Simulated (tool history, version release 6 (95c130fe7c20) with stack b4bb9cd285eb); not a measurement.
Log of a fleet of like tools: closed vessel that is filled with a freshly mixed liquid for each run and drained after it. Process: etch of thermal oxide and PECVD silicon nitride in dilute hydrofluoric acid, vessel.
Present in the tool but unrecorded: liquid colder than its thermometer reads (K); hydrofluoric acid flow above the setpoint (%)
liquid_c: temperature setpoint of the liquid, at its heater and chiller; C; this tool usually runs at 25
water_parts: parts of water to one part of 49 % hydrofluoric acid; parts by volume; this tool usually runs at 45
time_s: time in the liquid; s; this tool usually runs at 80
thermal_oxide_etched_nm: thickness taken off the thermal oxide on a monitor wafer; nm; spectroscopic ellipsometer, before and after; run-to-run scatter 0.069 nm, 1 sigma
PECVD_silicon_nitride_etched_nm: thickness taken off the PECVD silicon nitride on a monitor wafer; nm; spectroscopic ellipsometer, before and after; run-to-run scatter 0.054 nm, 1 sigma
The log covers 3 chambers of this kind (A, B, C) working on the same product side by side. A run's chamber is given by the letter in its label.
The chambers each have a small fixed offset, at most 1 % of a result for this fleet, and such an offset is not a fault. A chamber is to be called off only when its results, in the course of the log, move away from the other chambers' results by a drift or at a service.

run	hour	liquid_c	water_parts	time_s	hours since the thermometer was replaced	hours since the hydrofluoric acid flow meter was replaced	read-back film thickness of the thermal oxide reference wafer, read on the same gauge (nm)	read-back film thickness of the PECVD silicon nitride reference wafer, read on the same gauge (nm)	thermal_oxide_etched_nm	PECVD_silicon_nitride_etched_nm
1A	5.6	25	45	80	1172.2	254.1	79.985	99.984	9.8521	9.0045
2C	12.6	25	45	80	166.4	155	79.984	100.01	9.8217	8.8682
3B	19.9	25	45	80	160.4	368.1	80.012	100.01	9.795	8.8769
4A	25.2	25	45	80	1191.8	273.7	79.962	100	9.7514	8.8952
5B	31.8	25	45	80	172.3	380	80.022	100.02	9.7648	8.8587
6C	37	29	45	105	190.8	179.4	80.032	99.984	15.406	15.179
7A	44.6	29	45	105	1211.2	293.1	80.047	100.03	15.209	15.339
8B	55.2	29	45	105	195.7	403.4	80.064	100.03	14.946	15.184
9C	61.6	25	45	80	215.4	204	80.047	100	9.777	8.9201
10B	68.9	21.5	25	80	209.4	417.1	79.991	100	15.633	12.432
11A	77.4	21.5	25	80	1244	325.9	79.991	100.05	15.452	12.434
12C	86.4	21.5	25	80	240.2	228.8	79.97	99.978	15.958	12.517
13C	91.2	25	45	55	245	233.6	80.019	99.997	6.7299	6.1655
14A	100.4	25	45	55	1267	348.9	79.993	100	6.7812	6.213
15B	106.2	25	45	55	246.7	454.4	79.993	99.987	6.6298	6.1178
16B	112	25	45	80	252.5	460.2	80.044	100	9.6968	8.9354
17A	118.6	25	45	80	1285.2	367.1	79.994	99.978	9.8431	8.992
18C	126	25	45	80	279.8	268.4	80.01	99.981	9.8158	8.832
19B	133.8	25	45	80	274.3	482	79.986	100.04	9.756	8.9212
20A	139.9	21	60	80	1306.5	388.4	80.036	100.03	6.0913	5.1278
21C	149.1	21	60	80	302.9	291.5	79.999	99.952	6.1238	5.0901
22A	155.7	21	60	80	1322.3	404.2	79.948	100	6.1211	5.0901
23C	162	25	45	80	315.8	304.4	80.005	100	9.928	8.8428
24B	168.1	25	45	80	308.6	516.3	80.033	100.02	9.7645	8.9115
25C	174.3	25	45	80	328.1	316.7	79.996	99.986	9.9911	8.8075
26B	179.7	25	45	80	320.2	527.9	79.965	99.993	9.7594	8.9518
27A	184.5	25	45	80	1351.1	433	80	99.999	9.6975	8.8277
28B	193.3	25	45	80	333.8	541.5	80.03	100	9.808	8.9541
29A	198.2	25	45	80	1364.8	446.7	80.017	99.988	9.7159	8.647
30C	204.5	25	35	55	358.3	346.9	79.999	99.989	8.8754	7.8414
31C	210.5	25	35	55	364.3	352.9	80.065	99.997	8.8799	7.8021
32B	216.5	25	35	55	357	564.7	80.043	99.982	8.85	7.8835
33A	224.7	29.5	45	45	1391.3	473.2	80	100	6.4643	6.62
34A	233.6	29.5	45	45	1400.2	482.1	79.96	99.986	6.4318	6.5858
35C	242.1	29.5	45	45	395.9	384.5	80.002	100.01	6.5794	6.7189
36B	247.1	25	45	80	387.6	595.3	80.026	99.984	9.6629	8.9727
37C	255.9	25	45	80	409.7	398.3	80.005	100.03	9.8616	8.8831
38A	265.1	28	45	125	1431.7	513.6	80.053	99.995	16.608	16.334
39B	273.8	28	45	125	414.3	622	79.982	99.968	16.956	17.046
40B	281.5	28	45	125	422	629.7	80.039	99.954	17.059	16.938
41C	290.2	25	45	80	444	432.6	79.987	100.01	9.8599	8.8748
42A	295.1	25	45	80	1461.7	543.6	79.992	99.975	9.3554	8.3568

The same settings go to every chamber for the next run, one line per chamber below. Forecast the results for each:
43A	302.9	25	45	80					?	?
43B	302.9	25	45	80					?	?
43C	302.9	25	45	80					?	?

run	thermal_oxide_etched_nm	PECVD_silicon_nitride_etched_nm
43A	9.453	8.3441
43B	9.7177	8.9089
43C	9.8301	8.8268
